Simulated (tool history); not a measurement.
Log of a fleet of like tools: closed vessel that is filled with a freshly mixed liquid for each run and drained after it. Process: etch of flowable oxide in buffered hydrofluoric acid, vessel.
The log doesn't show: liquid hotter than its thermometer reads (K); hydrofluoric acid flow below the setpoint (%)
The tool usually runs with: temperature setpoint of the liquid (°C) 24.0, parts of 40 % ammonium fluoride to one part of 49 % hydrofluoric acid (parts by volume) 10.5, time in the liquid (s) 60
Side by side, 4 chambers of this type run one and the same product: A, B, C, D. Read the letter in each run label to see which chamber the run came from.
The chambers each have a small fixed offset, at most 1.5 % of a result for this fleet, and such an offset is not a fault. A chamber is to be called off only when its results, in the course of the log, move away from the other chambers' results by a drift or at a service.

run,day,temperature setpoint of the liquid (°C),parts of 40 % ammonium fluoride to one part of 49 % hydrofluoric acid (parts by volume),time in the liquid (s),hours since the thermometer was replaced,hours since the hydrofluoric acid flow meter was replaced,"read-back film thickness of the flowable oxide reference wafer, read on the same gauge (nm)",thickness taken off the flowable oxide on a monitor wafer (nm)
1A,0.362,24.0,10.5,60,1647.9,1438.2,70.000,219.72
2D,0.688,24.0,10.5,60,1984.3,596.0,69.954,222.48
3C,1.029,24.0,10.5,60,726.3,969.3,70.027,223.59
4B,1.429,24.0,10.5,60,1691.1,78.3,70.044,223.12
5C,1.712,24.0,10.5,60,742.7,985.7,70.008,222.41
6A,2.158,24.0,10.5,60,1691.0,1481.3,69.989,220.90
7D,2.579,24.0,10.5,60,2029.7,641.4,69.989,223.57
8B,2.938,24.0,10.5,60,1727.3,114.5,69.990,225.52
9A,3.283,24.0,10.5,60,1718.0,1508.3,70.034,221.37
10B,3.679,24.0,10.5,60,1745.1,132.3,69.972,222.74
# day 3.838: chamber A: thermometer replaced
11D,4.125,24.0,10.5,60,2066.8,678.5,70.006,221.40
12C,4.400,24.0,10.5,60,807.2,1050.2,69.965,222.01
13A,4.779,28.5,10.5,60,22.6,1544.2,70.015,281.14
14D,5.112,28.5,10.5,60,2090.5,702.2,69.947,280.71
15B,5.462,28.5,10.5,60,1787.9,175.1,70.007,285.48
16C,5.671,28.5,10.5,60,837.7,1080.7,69.995,276.59
17C,6.083,24.0,10.5,60,847.6,1090.6,69.993,214.52
# day 6.292: chamber A: hydrofluoric acid flow meter replaced
18A,6.562,24.0,10.5,60,65.4,6.6,70.024,221.34
19D,6.992,24.0,10.5,60,2135.6,747.3,69.979,223.71
20B,7.388,24.0,10.5,60,1834.1,221.3,70.021,226.15
21B,7.721,24.0,10.5,60,1842.1,229.3,69.968,224.88
22D,8.196,24.0,10.5,60,2164.5,776.2,69.973,219.73
23A,8.646,24.0,10.5,60,115.4,56.6,70.035,219.99
24C,8.900,24.0,10.5,60,915.2,1158.2,69.993,211.72
25B,9.262,24.0,10.5,60,1879.1,266.3,69.997,223.94
26D,9.525,24.0,10.5,60,2196.4,808.1,70.019,219.96
27C,9.858,24.0,10.5,60,938.2,1181.2,70.037,210.97
28A,10.083,24.0,10.5,60,149.9,91.1,70.000,221.85
29C,10.533,24.0,9.0,60,954.4,1197.4,70.004,238.35
30A,10.825,24.0,9.0,60,167.7,108.9,70.018,246.00
31D,11.083,24.0,9.0,60,2233.8,845.5,69.978,248.34
32B,11.321,24.0,9.0,60,1928.5,315.7,70.021,254.35

What goes on in this fleet: one chamber off, a drifting gauge, or nothing beyond the chambers' own small offsets? Name the chamber and the cause, if any.

Little by little, chamber C moves away from the other chambers.
What lies behind it: hydrofluoric acid flow below the setpoint (%) = 7.25.
The log might look much the same if the cause were instead: liquid colder than its thermometer reads (K).

Which of the 4 candidates below, each the usual settings with something changed and its results left as question marks, puts chamber C back in line with what the other chambers give on the usual settings?
Allowed miss from the other chambers' usual-settings mean, per result, to count as in line: thickness taken off the flowable oxide on a monitor wafer (nm) 5.00
33C-1,11.667,24.0,10.5,65,,,,?
33C-2,11.667,23.5,11.0,60,,,,?
33C-3,11.667,24.5,10.5,60,,,,?
33C-4,11.667,23.5,10.5,60,,,,?

The mean the other chambers reach with the usual settings: thickness taken off the flowable oxide on a monitor wafer (nm) 222.12
run,thickness taken off the flowable oxide on a monitor wafer (nm)
33C-1,222.84
33C-2,191.35
33C-3,211.26
33C-4,200.26
Change 33C-1 lands the chamber within the allowed miss of the other chambers.
